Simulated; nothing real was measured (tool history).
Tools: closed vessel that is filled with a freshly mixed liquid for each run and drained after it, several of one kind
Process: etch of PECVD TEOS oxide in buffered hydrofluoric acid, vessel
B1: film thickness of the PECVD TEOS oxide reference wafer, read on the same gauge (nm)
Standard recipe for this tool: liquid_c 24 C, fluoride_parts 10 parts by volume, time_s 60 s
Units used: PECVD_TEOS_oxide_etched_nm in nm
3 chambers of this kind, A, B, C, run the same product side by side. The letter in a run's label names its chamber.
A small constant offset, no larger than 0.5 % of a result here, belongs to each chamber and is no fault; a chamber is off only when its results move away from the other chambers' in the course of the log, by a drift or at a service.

Run 1A, day 0.217: usual settings; B1 119.99. Result: PECVD_TEOS_oxide_etched_nm 130.51 nm.
Run 2B, day 0.404: usual settings; B1 119.98. Result: PECVD_TEOS_oxide_etched_nm 130.71 nm.
Run 3C, day 0.708: usual settings; B1 120.01. Result: PECVD_TEOS_oxide_etched_nm 128.58 nm.
Run 4C, day 0.975: usual settings; B1 119.99. Result: PECVD_TEOS_oxide_etched_nm 130.94 nm.
Run 5B, day 1.296: usual settings; B1 120.01. Result: PECVD_TEOS_oxide_etched_nm 131.41 nm.
Run 6A, day 1.542: usual settings; B1 120. Result: PECVD_TEOS_oxide_etched_nm 131.14 nm.
Run 7A, day 1.712: usual settings; B1 119.99. Result: PECVD_TEOS_oxide_etched_nm 131.16 nm.
Run 8B, day 1.996: usual settings; B1 120. Result: PECVD_TEOS_oxide_etched_nm 130.64 nm.
Run 9C, day 2.246: usual settings; B1 119.98. Result: PECVD_TEOS_oxide_etched_nm 125.95 nm.
Run 10C, day 2.562: usual settings; B1 119.99. Result: PECVD_TEOS_oxide_etched_nm 129.54 nm.
Run 11B, day 2.8: usual settings; B1 120. Result: PECVD_TEOS_oxide_etched_nm 129.79 nm.
Run 12A, day 3.021: usual settings; B1 120.02. Result: PECVD_TEOS_oxide_etched_nm 128.91 nm.
Run 13A, day 3.188: usual settings; B1 120.01. Result: PECVD_TEOS_oxide_etched_nm 131.86 nm.
Run 14B, day 3.392: usual settings but liquid_c 21 C, fluoride_parts 12 parts by volume; B1 120. Result: PECVD_TEOS_oxide_etched_nm 92.085 nm.
Run 15C, day 3.642: usual settings but liquid_c 21 C, fluoride_parts 12 parts by volume; B1 120. Result: PECVD_TEOS_oxide_etched_nm 87.14 nm.
Run 16B, day 3.946: usual settings but liquid_c 21 C, fluoride_parts 12 parts by volume; B1 120.01. Result: PECVD_TEOS_oxide_etched_nm 94.003 nm.
Run 17C, day 4.138: usual settings; B1 120.01. Result: PECVD_TEOS_oxide_etched_nm 121.98 nm.
Run 18A, day 4.321: usual settings; B1 119.98. Result: PECVD_TEOS_oxide_etched_nm 132.97 nm.
Run 19A, day 4.633: usual settings; B1 119.99. Result: PECVD_TEOS_oxide_etched_nm 128.96 nm.
Run 20C, day 4.85: usual settings but liquid_c 20 C; B1 119.99. Result: PECVD_TEOS_oxide_etched_nm 94.548 nm.
At day 5.125: chamber B: hydrofluoric acid flow meter replaced.
Run 21B, day 5.142: usual settings but liquid_c 20 C; B1 120. Result: PECVD_TEOS_oxide_etched_nm 104.44 nm.

Decide between three cases: one chamber stands off from its peers, the gauge reading all wafers drifts, or nothing is wrong past each chamber's small offset. Where a chamber is off, say which and what most likely put it there.

Little by little, chamber C moves away from the other chambers.
What lies behind it: hydrofluoric acid flow below the setpoint (%) = 10.1.
The log may not tell that from: liquid colder than its thermometer reads (K).

Chamber C could run next with any of the 4 candidate recipes listed below; each alters the usual settings, and their results appear as question marks. Which one brings its results back in line with what the other chambers deliver on the usual settings?
Maximum distance from the other chambers' mean on the usual settings for a result to count as in line: PECVD_TEOS_oxide_etched_nm 4.5 nm
Run 22C-1, day 5.375: usual settings but liquid_c 25 C. Result: PECVD_TEOS_oxide_etched_nm ?.
Run 22C-2, day 5.375: usual settings but fluoride_parts 9 parts by volume. Result: PECVD_TEOS_oxide_etched_nm ?.
Run 22C-3, day 5.375: usual settings but liquid_c 23 C. Result: PECVD_TEOS_oxide_etched_nm ?.
Run 22C-4, day 5.375: usual settings but liquid_c 22 C. Result: PECVD_TEOS_oxide_etched_nm ?.

The other chambers' mean on the usual settings: PECVD_TEOS_oxide_etched_nm 130.89 nm
  run  PECVD_TEOS_oxide_etched_nm
22C-1                      124.08
22C-2                      130.23
22C-3                      111.07
22C-4                      104.99
The right change is 22C-2: it brings the chamber back within the allowed miss of the others.

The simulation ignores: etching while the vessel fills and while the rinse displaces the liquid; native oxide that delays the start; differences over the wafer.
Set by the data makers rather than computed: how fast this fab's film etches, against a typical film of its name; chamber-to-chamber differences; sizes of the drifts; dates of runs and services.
